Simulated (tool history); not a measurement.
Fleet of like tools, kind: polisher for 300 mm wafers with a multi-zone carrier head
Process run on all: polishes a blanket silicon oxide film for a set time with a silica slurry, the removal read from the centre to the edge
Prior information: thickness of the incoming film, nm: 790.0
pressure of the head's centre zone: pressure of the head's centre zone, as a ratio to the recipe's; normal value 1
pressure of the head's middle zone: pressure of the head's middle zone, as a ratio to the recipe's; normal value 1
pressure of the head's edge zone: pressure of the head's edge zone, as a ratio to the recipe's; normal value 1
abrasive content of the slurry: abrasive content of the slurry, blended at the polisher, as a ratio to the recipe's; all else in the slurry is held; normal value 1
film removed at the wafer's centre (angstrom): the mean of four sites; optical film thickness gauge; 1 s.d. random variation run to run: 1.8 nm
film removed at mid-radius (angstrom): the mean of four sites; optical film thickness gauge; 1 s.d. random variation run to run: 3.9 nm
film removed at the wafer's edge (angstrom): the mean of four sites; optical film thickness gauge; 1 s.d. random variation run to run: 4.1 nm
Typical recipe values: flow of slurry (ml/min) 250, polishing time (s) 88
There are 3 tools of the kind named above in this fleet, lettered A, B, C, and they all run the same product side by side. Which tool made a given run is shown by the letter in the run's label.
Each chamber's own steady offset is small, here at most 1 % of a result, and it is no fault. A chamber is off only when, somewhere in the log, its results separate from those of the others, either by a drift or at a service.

run,hour,flow of slurry (ml/min),pressure of the head's centre zone,pressure of the head's middle zone,pressure of the head's edge zone,abrasive content of the slurry,polishing time (s),film removed at the wafer's centre (angstrom),film removed at mid-radius (angstrom),film removed at the wafer's edge (angstrom)
1A,5.9,250,1,1,1,1,88,2866.2,2904,2911.4
2B,11,250,1,1,1,1,88,2891.8,2870.4,2947
3C,15.5,250,1,1,1,1,88,2852.2,2834.2,2835.1
4A,20,250,1,1,1,1,88,2880.8,2897.9,2839.9
# hour 26.5: chamber C: worn pad replaced by a new one
5C,26.5,250,1,1,1,1,88,2862.5,2894.7,2816.4
6B,32,250,1,1,1,1,88,2905.5,2933.2,2842.8
7A,37,250,1,1,1,1,88,2885.9,2850.5,2829.4
# hour 40.4: chamber B: worn pad replaced by a new one
8B,46.5,250,1,1,1,1,88,2906.5,2896.5,2932.2
9C,55.9,250,1,1,1,1,88,2911.4,2900.7,2836.3
10A,65.9,250,1,1,1,1,88,2892.6,2878.3,2818.1
# hour 69.6: chamber C: worn pad replaced by a new one
11C,70.5,250,1,1,1,1,88,2883.6,2886.3,2924.3
12B,80.6,250,1,1,1,1,88,2884.1,2938.7,2935.8
13B,85.5,185,1,1,1,1,88,2771.3,2727.5,2741.8
14C,94.2,185,1,1,1,1,88,2740.8,2762.7,2889.3
# hour 96.8: chamber B: worn pad replaced by a new one
15A,102.9,185,1,1,1,1,88,2691.7,2687.2,2707.7
16B,108,250,1,1,1,1,88,2886.8,2883.2,2846.6
# hour 111.9: chamber C: worn pad replaced by a new one
17A,113.3,250,1,1,1,1,88,2814.3,2849.3,2822.5
18C,119.5,250,1,1,1,1,88,2882.6,2843.6,2918.2
19A,127.7,250,1.09,1,1,1,88,3103,2821,2853.9
20B,132.9,250,1.09,1,1,1,88,3178.2,2903,2834
21C,138.1,250,1.09,1,1,1,88,3158.7,2876.4,2840.6
22A,143,250,1,1,1,0.85,88,2575.6,2545.8,2596.2
# hour 145.3: chamber C: slurry nozzle cleaned
# hour 147.1: chamber B: worn pad replaced by a new one
23C,147.4,250,1,1,1,0.85,88,2655.4,2681.6,2640.2
# hour 154.4: chamber C: worn pad replaced by a new one
24B,154.6,250,1,1,1,0.85,88,2693.3,2677.5,2673.5
25B,161.6,250,1,1,1,1,88,2920.7,2892.6,2970.5
26A,167.2,250,1,1,1,1,88,2741.6,2715.4,2811.2
27C,171.9,250,1,1,1.08,1,72,2351.6,2384.3,2479.7
# hour 177.3: chamber B: edge zone pressure recalibrated
28A,178.6,250,1,1,1.08,1,72,2254.8,2226.9,2343.1
29B,185.4,250,1,1,1.08,1,72,2367.5,2390.1,2446.2
30C,194.9,250,0.94,1,1,1,88,2679.9,2881.1,2903
31A,200.5,250,0.94,1,1,1,88,2579.3,2757.1,2727.3
# hour 202.8: chamber B: worn pad replaced by a new one
# hour 204.4: chamber C: worn pad replaced by a new one
32B,206.7,250,0.94,1,1,1,88,2695,2857.4,2852.8
33C,215.9,250,1,1,1,1,88,2834.3,2834.7,2935
34A,224.4,250,1,1,1,1,88,2729.5,2665.4,2675.6
35C,233.7,250,1,1,1,1,88,2881.4,2908.4,2870.7
36B,242.7,250,1,1,0.96,0.85,88,2684.9,2646,2632.6
# hour 247.4: chamber B: worn pad replaced by a new one
37B,248.3,250,1,1,0.96,0.85,88,2669.5,2720.9,2639.7

Is one chamber off against the others, does the gauge drift, or is nothing wrong? If a chamber is off, say which, and what the likeliest cause is.

It is chamber A that slowly wanders off from its peers.
Cause: removal rate lost through wear of the pad, % = 6.82.
The log may not tell that from: slurry flow missing at the pad, %.

Below are 4 candidate recipes for chamber A's next run, each the usual settings with a change, their results shown as question marks. Which of them brings A's results back in line with what the other chambers give on the usual settings?
Counts as in line when no further than this from what the other chambers average on the usual settings: film removed at the wafer's centre (angstrom) 63; film removed at mid-radius (angstrom) 140; film removed at the wafer's edge (angstrom) 140
38A-1,255.7,250,0.99,1,1.01,1.05,97,?,?,?
38A-2,255.7,250,1.01,1,0.99,1,81,?,?,?
38A-3,255.7,250,1.01,1,0.99,0.95,79,?,?,?
38A-4,255.7,250,1,1,1,1,94,?,?,?

The other chambers' mean on the usual settings: film removed at the wafer's centre (angstrom) 2876.3; film removed at mid-radius (angstrom) 2883.2; film removed at the wafer's edge (angstrom) 2890.7
run,film removed at the wafer's centre (angstrom),film removed at mid-radius (angstrom),film removed at the wafer's edge (angstrom)
38A-1,2972.6,3012,3040.5
38A-2,2482.4,2461.1,2458.2
38A-3,2365.2,2344.8,2342.1
38A-4,2849.9,2856.2,2868
38A-4 brings the chamber back in line.
